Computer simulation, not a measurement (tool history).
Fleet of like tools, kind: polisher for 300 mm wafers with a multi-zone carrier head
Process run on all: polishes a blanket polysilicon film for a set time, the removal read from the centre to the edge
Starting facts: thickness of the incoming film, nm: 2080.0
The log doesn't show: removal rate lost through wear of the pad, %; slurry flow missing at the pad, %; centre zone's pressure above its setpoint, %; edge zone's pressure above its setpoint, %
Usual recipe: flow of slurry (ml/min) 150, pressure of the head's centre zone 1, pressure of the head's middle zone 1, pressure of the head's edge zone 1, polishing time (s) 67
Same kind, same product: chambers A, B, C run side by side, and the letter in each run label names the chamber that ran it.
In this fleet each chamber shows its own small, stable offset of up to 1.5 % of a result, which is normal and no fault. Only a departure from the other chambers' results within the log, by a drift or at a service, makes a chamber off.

run	day	flow of slurry (ml/min)	pressure of the head's centre zone	pressure of the head's middle zone	pressure of the head's edge zone	polishing time (s)	wafers polished on this pad	hours since the slurry nozzle was cleaned	hours since the centre zone pressure was calibrated	hours since the edge zone pressure was calibrated	film removed at the wafer's centre (angstrom)	film removed at mid-radius (angstrom)	film removed at the wafer's edge (angstrom)
1B	0.325	150	1	1	1	67	411	248	316.4	1400.1	5497.6	5451.7	5435.6
2A	0.575	150	1	1	1	67	784	401.5	1368.1	739.9	5443.8	5469.1	5519
3C	0.879	150	1	1	1	67	985	464.5	329.5	1108.5	5498.2	5450.5	5426.4
4A	1.108	150	1	1	1	67	930	414.3	1380.9	752.7	5552.6	5451.7	5481.5
5B	1.504	150	0.9	1	1	67	732	276.3	344.7	1428.4	4852.8	5399.4	5546.1
# day 1.517: chamber C: worn pad replaced by a new one
6C	1.892	150	0.9	1	1	67	102	488.8	353.8	1132.8	4908.4	5477.7	5441.6
7C	2.133	150	0.9	1	1	67	168	494.6	359.6	1138.6	4933.1	5480.8	5452.9
8A	2.388	150	1	1	1	67	1278	445	1411.6	783.4	5392	5359.2	5519.7
# day 2.567: chamber A: worn pad replaced by a new one
9B	2.65	150	1	1	1	55	1045	303.8	372.2	1455.9	4508.3	4536.9	4554.1
10A	2.9	150	1	1	1	55	91	457.3	1423.9	795.7	4415.8	4397.8	4519.7
11C	3.1	150	1	1	1	55	431	517.8	382.8	1161.8	4507.6	4547	4411.4
12B	3.417	150	1	1	1	67	1254	322.2	390.6	1474.3	5525.9	5335.8	5548.6
13B	3.688	150	1	1	1	67	1328	328.7	397.1	1480.8	5461.5	5409.2	5520.4
# day 3.708: chamber B: worn pad replaced by a new one
14A	4.092	150	1	1	1	67	416	485.9	1452.5	824.3	5425	5401.4	5510.5
15C	4.396	150	1	1	1	67	785	548.9	413.9	1192.9	5491.6	5438.7	5355.7
16B	4.8	150	1	1	1	67	297	355.4	423.8	1507.5	5497.1	5491.5	5486.2
17C	5.038	150	1	1	1	67	960	564.3	429.3	1208.3	5471	5528.7	5429.1
18A	5.308	150	1	1	1	67	748	515.1	1481.7	853.5	5405.4	5482.5	5527.8
19B	5.704	150	1	1	1	67	544	377.1	445.5	1529.2	5520.7	5451.7	5400.4
# day 5.854: chamber C: worn pad replaced by a new one
# day 5.888: chamber B: edge zone pressure recalibrated
20C	6.112	125	1	0.92	1	67	71	590.1	455.1	1234.1	5224	4859	5367.4
21A	6.354	125	1	0.92	1	67	1033	540.2	1506.8	878.6	5135.2	4813.3	5468.2
22B	6.546	125	1	0.92	1	67	773	397.3	465.7	15.8	5287.5	4883.1	5424
# day 6.608: chamber C: edge zone pressure recalibrated
23A	6.908	150	1	1	1	67	1184	553.5	1520.1	891.9	5405.8	5416.4	5540.6
# day 7.188: chamber A: centre zone pressure recalibrated
24C	7.258	150	1	1	0.93	53	383	617.6	482.6	15.6	4170	4309.6	4065.6
# day 7.612: chamber B: slurry nozzle cleaned
25C	7.646	150	1	1	0.93	53	489	626.9	491.9	24.9	4200.9	4251.9	4116.6
# day 7.708: chamber A: slurry nozzle cleaned
# day 7.929: chamber A: worn pad replaced by a new one
26A	8	150	1	1	0.93	53	19	7	19.6	918.1	4293.9	4328	4267
# day 8.188: chamber B: worn pad replaced by a new one
27B	8.417	150	1	1	1	67	62	19.3	510.6	60.7	5481.7	5522.6	5492.6
28A	8.746	150	1	1	1	67	223	24.9	37.5	936	5414.6	5473.2	5472.7
29B	8.929	150	1.11	1	1	67	202	31.6	522.9	73	6205.6	5563.7	5525.1
30C	9.238	150	1.11	1	1	67	923	665.1	530.1	63.1	5784.1	5188.3	5332.3
31C	9.55	150	1.11	1	1	67	1008	672.6	537.6	70.6	5793	5230.3	5348
# day 9.783: chamber C: worn pad replaced by a new one
32B	9.838	175	1	1	1	74	449	53.4	544.7	94.8	6266	6169.5	6138.6
33A	10.117	175	1	1	1	74	596	57.8	70.4	968.9	6115.9	6267.7	6243.5
34A	10.362	175	1	1	1	74	663	63.7	76.3	974.8	6190.3	6163.6	6205.5
35C	10.733	150	1	1	1	67	260	701	566	99	5097.6	5179.9	5182.2
36B	11.117	150	1	0.95	0.92	67	798	84.1	575.4	125.5	5425.9	5266.9	5321.7
37A	11.446	150	1	0.95	0.92	67	959	89.7	102.3	1000.8	5445.3	5126.4	5272.7
38B	11.833	150	1	0.95	0.92	67	994	101.3	592.6	142.7	5541.7	5193.6	5223.2
39C	12.017	150	1.06	1	0.92	67	610	731.8	596.8	129.8	5330.8	4890	4822.7

One chamber off, gauge drift, or nothing amiss beyond the chambers' own small offsets? If it is a chamber, which one, and what is the likeliest cause?

Little by little, chamber C moves away from the other chambers.
Most likely cause: slurry flow missing at the pad, % = 34.3.

Which of the 4 candidates below, each the usual settings with something changed and its results left as question marks, puts chamber C back in line with what the other chambers give on the usual settings?
In-line tolerance around the mean of the other chambers on the usual settings: film removed at the wafer's centre (angstrom) 150; film removed at mid-radius (angstrom) 200; film removed at the wafer's edge (angstrom) 280
40C-1	12.317	155	1.01	1.01	0.99	70					?	?	?
40C-2	12.317	145	0.98	0.98	1.01	62					?	?	?
40C-3	12.317	155	1.02	1.02	0.99	72					?	?	?
40C-4	12.317	145	0.99	0.99	1.01	64					?	?	?

Mean of the other chambers on the usual settings: film removed at the wafer's centre (angstrom) 5462.4; film removed at mid-radius (angstrom) 5471.5; film removed at the wafer's edge (angstrom) 5502.4
run	film removed at the wafer's centre (angstrom)	film removed at mid-radius (angstrom)	film removed at the wafer's edge (angstrom)
40C-1	5213.5	5256.5	5266.2
40C-2	4370	4440.8	4654.4
40C-3	5420.2	5456	5415.9
40C-4	4561.1	4627.1	4803.8
40C-3 puts the chamber back in line with the other chambers.
